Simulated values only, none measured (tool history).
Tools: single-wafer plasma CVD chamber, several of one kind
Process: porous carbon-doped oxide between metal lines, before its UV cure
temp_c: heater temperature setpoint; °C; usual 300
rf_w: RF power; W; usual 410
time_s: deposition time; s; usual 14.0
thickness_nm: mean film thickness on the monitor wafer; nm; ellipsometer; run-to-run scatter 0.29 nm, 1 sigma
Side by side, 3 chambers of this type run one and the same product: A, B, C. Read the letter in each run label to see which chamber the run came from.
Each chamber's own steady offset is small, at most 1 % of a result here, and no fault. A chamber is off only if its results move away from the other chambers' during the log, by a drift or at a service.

run,hour,temp_c,rf_w,time_s,hours since the last thermocouple change,hours since the last RF generator calibration,"read-back reference wafer on the same gauge, thickness_nm",thickness_nm
1B,5.4,300,410,14.0,989.3,892.6,59.769,66.384
2A,15.0,300,410,14.0,1086.1,1494.3,59.749,66.490
3C,19.9,300,410,14.0,1044.8,1102.3,59.777,66.864
4B,27.0,300,410,14.0,1010.9,914.2,59.776,66.720
# hour 27.9: chamber B: RF generator calibrated
5C,32.0,300,410,14.0,1056.9,1114.4,59.848,66.681
6A,40.3,300,410,14.0,1111.4,1519.6,59.812,66.827
# hour 43.4: chamber B: thermocouple changed; heater temperature recalibrated
7B,49.8,300,410,14.0,6.5,21.9,59.806,66.667
8A,57.4,300,410,14.0,1128.5,1536.7,59.858,67.312
9C,64.0,300,410,14.0,1088.9,1146.4,59.724,67.026
10B,69.5,300,370,14.0,26.2,41.6,59.806,61.749
11A,75.3,300,370,14.0,1146.4,1554.6,59.829,62.064
12C,84.9,300,370,14.0,1109.8,1167.3,59.737,61.509
13C,90.6,300,410,14.0,1115.5,1173.0,59.852,67.087
14B,100.1,300,410,14.0,56.8,72.2,59.815,66.964
15A,109.6,300,410,14.0,1180.7,1588.9,59.720,66.984
16A,114.2,300,410,14.0,1185.3,1593.5,59.785,67.190
17B,119.2,300,410,14.0,75.9,91.3,59.876,66.684
18C,123.7,300,410,14.0,1148.6,1206.1,59.794,65.748
19C,133.4,300,410,14.0,1158.3,1215.8,59.765,66.377
20B,141.8,300,410,14.0,98.5,113.9,59.761,66.450
21A,149.2,300,410,12.9,1220.3,1628.5,59.857,62.065
22B,158.2,300,410,12.9,114.9,130.3,59.836,61.416
23C,163.5,300,410,12.9,1188.4,1245.9,59.833,60.911
24A,173.0,306,410,15.0,1244.1,1652.3,59.817,69.415
25C,181.3,306,410,15.0,1206.2,1263.7,59.794,68.212
26B,187.9,306,410,15.0,144.6,160.0,59.818,69.171
27A,195.5,300,410,14.0,1266.6,1674.8,59.770,67.532
28A,201.6,300,410,14.0,1272.7,1680.9,59.782,66.969
29B,207.5,300,410,14.0,164.2,179.6,59.825,66.557
30C,215.1,300,410,14.0,1240.0,1297.5,59.788,65.626
31B,223.4,290,410,14.0,180.1,195.5,59.805,71.008
32A,231.0,290,410,14.0,1302.1,1710.3,59.859,71.281
33C,238.2,290,410,14.0,1263.1,1320.6,59.800,69.332
34A,247.3,300,410,14.0,1318.4,1726.6,59.814,67.225
35B,257.0,300,410,14.0,213.7,229.1,59.829,66.951
36C,263.1,300,410,14.0,1288.0,1345.5,59.779,65.178

Does one chamber stand apart from the rest, does the shared gauge drift, or is all well apart from small per-chamber offsets? Give the chamber and the most likely cause, where there is one.

One chamber, C, drifts off from the rest bit by bit.
What lies behind it: delivered RF power below the setpoint (%) = 3.98.
It could be hard to tell apart here from: wafer temperature above the value expected at the setpoint (K).

Chamber C could run next with any of the 4 candidate recipes listed below; each alters the usual settings, and their results appear as question marks. Which one brings its results back in line with what the other chambers deliver on the usual settings?
Maximum distance from the other chambers' mean on the usual settings for a result to count as in line: thickness_nm 1.000 nm
37C-1,270.4,300,410,13.9,,,,?
37C-2,270.4,300,410,14.1,,,,?
37C-3,270.4,299,415,14.3,,,,?
37C-4,270.4,301,405,13.7,,,,?

The other chambers' mean on the usual settings: thickness_nm 66.968 nm
run,thickness_nm
37C-1,64.161
37C-2,65.051
37C-3,66.931
37C-4,62.335
It is 37C-3 that realigns the chamber with its peers.

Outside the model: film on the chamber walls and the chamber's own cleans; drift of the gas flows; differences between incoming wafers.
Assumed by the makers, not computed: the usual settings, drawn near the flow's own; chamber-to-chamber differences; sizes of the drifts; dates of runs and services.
